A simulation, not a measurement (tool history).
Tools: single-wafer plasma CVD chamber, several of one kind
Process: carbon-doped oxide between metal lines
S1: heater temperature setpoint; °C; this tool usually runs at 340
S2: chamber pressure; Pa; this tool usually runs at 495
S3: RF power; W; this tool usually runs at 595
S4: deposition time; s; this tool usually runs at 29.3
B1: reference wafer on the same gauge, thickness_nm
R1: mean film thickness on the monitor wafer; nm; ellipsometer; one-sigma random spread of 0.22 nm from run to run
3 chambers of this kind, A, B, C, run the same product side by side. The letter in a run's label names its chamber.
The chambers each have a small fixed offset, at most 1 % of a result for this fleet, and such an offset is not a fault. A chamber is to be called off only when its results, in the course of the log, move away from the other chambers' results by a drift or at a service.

Run 1B, hour 2.9: usual settings; B1 189.01. Result: R1 166.07 nm.
Run 2C, hour 5.7: usual settings; B1 189.09. Result: R1 165.64 nm.
Run 3A, hour 8.5: usual settings; B1 189.07. Result: R1 163.84 nm.
Run 4B, hour 11.3: usual settings; B1 189.11. Result: R1 166.66 nm.
Run 5A, hour 14.8: usual settings; B1 189.15. Result: R1 164.32 nm.
Run 6C, hour 18.6: usual settings; B1 189.2. Result: R1 165.83 nm.
Run 7C, hour 21.1: usual settings; B1 189.32. Result: R1 165.85 nm.
Run 8A, hour 24.5: usual settings; B1 189.31. Result: R1 163.86 nm.
Run 9B, hour 29.1: usual settings but S3 685 W; B1 189.37. Result: R1 181.79 nm.
Run 10C, hour 32.5: usual settings but S3 685 W; B1 189.35. Result: R1 180.78 nm.
Run 11A, hour 36.5: usual settings but S3 685 W; B1 189.44. Result: R1 178.84 nm.
Run 12B, hour 38.7: usual settings; B1 189.52. Result: R1 166.2 nm.
Run 13B, hour 41.6: usual settings; B1 189.48. Result: R1 166.98 nm.
Run 14C, hour 44.9: usual settings; B1 189.54. Result: R1 165.98 nm.
Run 15A, hour 48.1: usual settings; B1 189.51. Result: R1 164.25 nm.
Run 16A, hour 51.2: usual settings; B1 189.59. Result: R1 164.12 nm.
Run 17B, hour 53.9: usual settings; B1 189.61. Result: R1 167.01 nm.
Run 18C, hour 57.8: usual settings; B1 189.7. Result: R1 166.46 nm.
Run 19B, hour 62.5: usual settings; B1 189.76. Result: R1 167.4 nm.
Run 20A, hour 67.4: usual settings; B1 189.78. Result: R1 164.69 nm.
Run 21C, hour 71.1: usual settings; B1 189.85. Result: R1 166.43 nm.
Run 22A, hour 73.5: usual settings; B1 189.86. Result: R1 164.81 nm.
Run 23B, hour 76.6: usual settings; B1 189.9. Result: R1 166.71 nm.
Run 24C, hour 80.9: usual settings; B1 190.03. Result: R1 166.38 nm.
Run 25A, hour 85.7: usual settings; B1 190.02. Result: R1 164.88 nm.

Next, all 3 chambers run the settings below, one line each with question marks for the results. What does each chamber give?
Run 26A, hour 89.3: usual settings. Result: R1 ?.
Run 26B, hour 89.3: usual settings. Result: R1 ?.
Run 26C, hour 89.3: usual settings. Result: R1 ?.

run      R1
26A  164.87
26B  167.55
26C  166.34

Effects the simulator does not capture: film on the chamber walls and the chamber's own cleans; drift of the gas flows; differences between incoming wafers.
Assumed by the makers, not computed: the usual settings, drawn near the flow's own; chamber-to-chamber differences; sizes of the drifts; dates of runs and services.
